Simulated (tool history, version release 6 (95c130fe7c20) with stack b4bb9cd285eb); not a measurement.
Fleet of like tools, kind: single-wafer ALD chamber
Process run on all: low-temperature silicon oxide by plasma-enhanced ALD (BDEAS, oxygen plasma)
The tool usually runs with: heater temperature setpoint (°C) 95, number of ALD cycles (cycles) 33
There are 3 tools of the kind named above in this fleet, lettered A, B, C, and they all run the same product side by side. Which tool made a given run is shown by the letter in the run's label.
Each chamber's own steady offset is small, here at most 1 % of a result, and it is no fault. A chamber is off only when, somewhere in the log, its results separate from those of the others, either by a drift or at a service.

run,day,heater temperature setpoint (°C),number of ALD cycles (cycles),"read-back reference wafer on the same gauge, thickness_nm",mean film thickness on the monitor wafer (angstrom)
1C,0.575,95,33,5.4524,47.655
2B,1.154,95,33,5.4517,48.005
3A,1.521,95,33,5.4527,47.666
4A,2.133,95,33,5.4492,47.431
5C,2.679,95,33,5.4510,47.439
6B,3.258,95,33,5.4507,47.910
7C,3.717,110,28,5.4504,39.210
8A,4.283,110,28,5.4541,38.800
9B,4.688,110,28,5.4523,39.321
10B,5.054,95,37,5.4449,53.541
11A,5.688,95,37,5.4472,53.253
12C,6.125,95,37,5.4519,53.806
13A,6.475,95,33,5.4565,47.517
14C,7.071,90,33,5.4542,48.788
15B,7.521,90,33,5.4541,48.951
16A,8.004,90,33,5.4508,48.353
17B,8.554,95,33,5.4509,48.138
18C,9.154,95,33,5.4503,47.871
19C,9.542,95,33,5.4528,47.838
20B,9.996,84,39,5.4508,58.909
21A,10.633,84,39,5.4537,58.567
22B,11.183,84,39,5.4460,59.048
23A,11.725,95,33,5.4525,47.707
24C,12.138,95,33,5.4509,47.460
25B,12.496,95,33,5.4528,48.409
26C,13.000,95,29,5.4498,41.848
27A,13.404,95,29,5.4527,41.822
28B,13.721,95,29,5.4484,42.375
29C,14.062,95,33,5.4525,47.552
30A,14.408,95,33,5.4541,47.458
31B,14.692,95,33,5.4520,48.505
32A,15.042,95,33,5.4480,47.467
33C,15.533,95,37,5.4527,53.759
34A,16.162,95,37,5.4518,53.153
35B,16.754,95,37,5.4442,54.476
36C,17.233,95,33,5.4443,47.878
37A,17.579,95,33,5.4500,47.780
38B,17.979,95,33,5.4519,48.457
39C,18.450,95,33,5.4512,47.864
40A,18.808,95,33,5.4495,47.369
41B,19.112,88,30,5.4527,45.517
42C,19.608,88,30,5.4534,44.270
43C,20.062,88,30,5.4547,44.669
44B,20.458,95,33,5.4495,48.265

Next, every chamber runs the same settings. What will each give?
45A,20.929,95,33,,?
45B,20.929,95,33,,?
45C,20.929,95,33,,?

run,mean film thickness on the monitor wafer (angstrom)
45A,47.690
45B,48.522
45C,47.593
